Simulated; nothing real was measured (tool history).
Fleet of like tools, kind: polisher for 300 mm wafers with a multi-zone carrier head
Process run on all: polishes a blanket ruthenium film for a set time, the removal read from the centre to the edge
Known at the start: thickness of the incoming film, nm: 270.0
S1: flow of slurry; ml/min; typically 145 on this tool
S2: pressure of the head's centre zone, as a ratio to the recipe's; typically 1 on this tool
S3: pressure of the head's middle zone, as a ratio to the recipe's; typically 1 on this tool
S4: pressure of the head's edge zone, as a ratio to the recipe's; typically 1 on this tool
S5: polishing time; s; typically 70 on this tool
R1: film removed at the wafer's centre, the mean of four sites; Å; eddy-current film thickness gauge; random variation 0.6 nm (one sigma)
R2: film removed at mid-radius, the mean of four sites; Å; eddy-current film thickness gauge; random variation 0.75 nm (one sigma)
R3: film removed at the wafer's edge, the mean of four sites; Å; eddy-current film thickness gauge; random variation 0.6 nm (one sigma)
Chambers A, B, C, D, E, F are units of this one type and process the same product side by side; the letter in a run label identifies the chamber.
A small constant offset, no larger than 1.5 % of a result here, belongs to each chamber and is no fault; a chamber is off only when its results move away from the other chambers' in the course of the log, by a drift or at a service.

At hour 0.9: chamber C: worn pad replaced by a new one.
Run 1F, hour 6.8: usual settings. Result: R1 595.58 Å, R2 607.13 Å, R3 599.98 Å.
Run 2D, hour 10.8: usual settings. Result: R1 605.1 Å, R2 603.56 Å, R3 599.9 Å.
At hour 11.3: chamber E: worn pad replaced by a new one.
Run 3A, hour 15: usual settings. Result: R1 590.05 Å, R2 600.82 Å, R3 602.89 Å.
Run 4E, hour 20.5: usual settings. Result: R1 587.54 Å, R2 583.87 Å, R3 587.5 Å.
Run 5C, hour 24.4: usual settings but S4 1.12. Result: R1 608.72 Å, R2 601.26 Å, R3 633.3 Å.
Run 6B, hour 31.9: usual settings but S4 1.12. Result: R1 600.37 Å, R2 598.4 Å, R3 636.24 Å.
At hour 34.6: chamber C: slurry nozzle cleaned.
Run 7E, hour 37.9: usual settings but S4 1.12. Result: R1 596.37 Å, R2 584.7 Å, R3 632.22 Å.
At hour 39.9: chamber A: worn pad replaced by a new one.
Run 8B, hour 44.8: usual settings but S4 1.12. Result: R1 597.51 Å, R2 593.02 Å, R3 632.87 Å.
At hour 48.7: chamber C: worn pad replaced by a new one.
At hour 49.2: chamber D: worn pad replaced by a new one.
Run 9F, hour 51: usual settings but S4 1.12. Result: R1 584.11 Å, R2 597.83 Å, R3 631.95 Å.
At hour 54.9: chamber E: worn pad replaced by a new one.
Run 10C, hour 58.4: usual settings but S4 1.12. Result: R1 606.97 Å, R2 608.07 Å, R3 633.19 Å.
Run 11D, hour 64.7: usual settings. Result: R1 600.74 Å, R2 590.44 Å, R3 600.12 Å.
At hour 65.8: chamber D: edge zone pressure recalibrated.
At hour 66.8: chamber B: worn pad replaced by a new one.
Run 12A, hour 72.5: usual settings. Result: R1 602.81 Å, R2 604.87 Å, R3 603.56 Å.
Run 13E, hour 78.1: usual settings but S4 0.92, S5 49 s. Result: R1 419.51 Å, R2 415.67 Å, R3 388.32 Å.
Run 14F, hour 83.7: usual settings but S4 0.92, S5 49 s. Result: R1 406.23 Å, R2 410.23 Å, R3 392.94 Å.
At hour 89.5: chamber A: worn pad replaced by a new one.
Run 15B, hour 91.4: usual settings but S4 0.92, S5 49 s. Result: R1 416 Å, R2 412 Å, R3 392.66 Å.
At hour 93.1: chamber C: worn pad replaced by a new one.
Run 16D, hour 96.3: usual settings but S4 0.92, S5 49 s. Result: R1 423.49 Å, R2 422.36 Å, R3 401.1 Å.
Run 17A, hour 102.5: usual settings but S4 0.92, S5 49 s. Result: R1 414.67 Å, R2 425.27 Å, R3 407.32 Å.
At hour 107.1: chamber E: worn pad replaced by a new one.
Run 18C, hour 110.1: usual settings but S4 0.92, S5 49 s. Result: R1 425.25 Å, R2 410.06 Å, R3 404.41 Å.
Run 19F, hour 114.9: usual settings but S3 1.05. Result: R1 573.6 Å, R2 594.92 Å, R3 573.39 Å.
At hour 117: chamber A: centre zone pressure recalibrated.
Run 20D, hour 122.5: usual settings but S3 1.05. Result: R1 608.3 Å, R2 628.27 Å, R3 607.29 Å.
At hour 123.8: chamber A: edge zone pressure recalibrated.
Run 21B, hour 129.6: usual settings but S3 1.05. Result: R1 599.11 Å, R2 617.93 Å, R3 604.35 Å.
At hour 134.8: chamber B: worn pad replaced by a new one.
Run 22A, hour 135: usual settings but S3 1.05. Result: R1 588 Å, R2 652.17 Å, R3 602.51 Å.
At hour 140.5: chamber A: worn pad replaced by a new one.
At hour 140.9: chamber C: worn pad replaced by a new one.
Run 23E, hour 141: usual settings but S3 1.05. Result: R1 594.44 Å, R2 622.62 Å, R3 604.26 Å.
At hour 145.7: chamber D: worn pad replaced by a new one.
Run 24C, hour 146.5: usual settings but S3 1.05. Result: R1 594.32 Å, R2 601.13 Å, R3 584.98 Å.
Run 25F, hour 154.3: usual settings. Result: R1 567.34 Å, R2 567.49 Å, R3 568.71 Å.
At hour 156.8: chamber E: worn pad replaced by a new one.
Run 26B, hour 162.8: usual settings but S5 92 s. Result: R1 785.11 Å, R2 782.09 Å, R3 788.76 Å.
Run 27D, hour 170.6: usual settings but S5 92 s. Result: R1 793.63 Å, R2 780.48 Å, R3 786.17 Å.
Run 28E, hour 178.2: usual settings but S5 92 s. Result: R1 767.59 Å, R2 765.69 Å, R3 780.73 Å.
At hour 182.2: chamber A: worn pad replaced by a new one.
Run 29A, hour 182.2: usual settings but S5 92 s. Result: R1 792.91 Å, R2 794.62 Å, R3 783.16 Å.
Run 30C, hour 186.8: usual settings but S5 92 s. Result: R1 780.54 Å, R2 777.91 Å, R3 784.99 Å.
At hour 187.9: chamber C: worn pad replaced by a new one.
Run 31A, hour 190.8: usual settings but S5 92 s. Result: R1 782.6 Å, R2 792.86 Å, R3 785.02 Å.
Run 32C, hour 195.5: usual settings but S1 185 ml/min. Result: R1 635 Å, R2 610.37 Å, R3 614.85 Å.
Run 33B, hour 202.9: usual settings but S1 185 ml/min. Result: R1 611.01 Å, R2 620.25 Å, R3 612.11 Å.
Run 34E, hour 209.1: usual settings but S1 185 ml/min. Result: R1 613.13 Å, R2 616.91 Å, R3 607.36 Å.
At hour 209.8: chamber E: worn pad replaced by a new one.
Run 35D, hour 213.3: usual settings but S1 185 ml/min. Result: R1 627.72 Å, R2 623.55 Å, R3 615.93 Å.
Run 36F, hour 218: usual settings but S1 185 ml/min. Result: R1 571.42 Å, R2 579.46 Å, R3 574.51 Å.
Run 37E, hour 225.4: usual settings but S1 185 ml/min. Result: R1 615.58 Å, R2 597.58 Å, R3 602.59 Å.
Run 38F, hour 231.7: usual settings. Result: R1 546.85 Å, R2 542.7 Å, R3 550.58 Å.

Read the log: is a single chamber off, either drifting away or since a service, is the gauge that measures every chamber drifting, or is nothing wrong beyond small per-chamber offsets? Name any odd chamber and what most likely caused it.

It is chamber F that slowly wanders off from its peers.
What lies behind it: removal rate lost through wear of the pad, % = 8.98.
It could be hard to tell apart here from: slurry flow missing at the pad, %.

Chamber F could run next with any of the 4 candidate recipes listed below; each alters the usual settings, and their results appear as question marks. Which one brings its results back in line with what the other chambers deliver on the usual settings?
In line here means within this much of the mean the other chambers give on the usual settings: R1 21 Å; R2 26 Å; R3 21 Å
Run 39F-1, hour 238: usual settings but S5 64 s. Result: R1 ?, R2 ?, R3 ?.
Run 39F-2, hour 238: usual settings but S1 150 ml/min, S2 1.01, S5 81 s. Result: R1 ?, R2 ?, R3 ?.
Run 39F-3, hour 238: usual settings but S1 140 ml/min, S4 0.99, S5 60 s. Result: R1 ?, R2 ?, R3 ?.
Run 39F-4, hour 238: usual settings but S5 76 s. Result: R1 ?, R2 ?, R3 ?.

Usual-settings mean across the other chambers: R1 595.44 Å; R2 595.91 Å; R3 596.96 Å
  run      R1      R2      R3
39F-1  496.64  497.35  496.23
39F-2  640.14  633.49  630.94
39F-3  461.98  463.07  460.47
39F-4  589.76   590.6  589.27
With 39F-4, the chamber falls back in line with the rest.
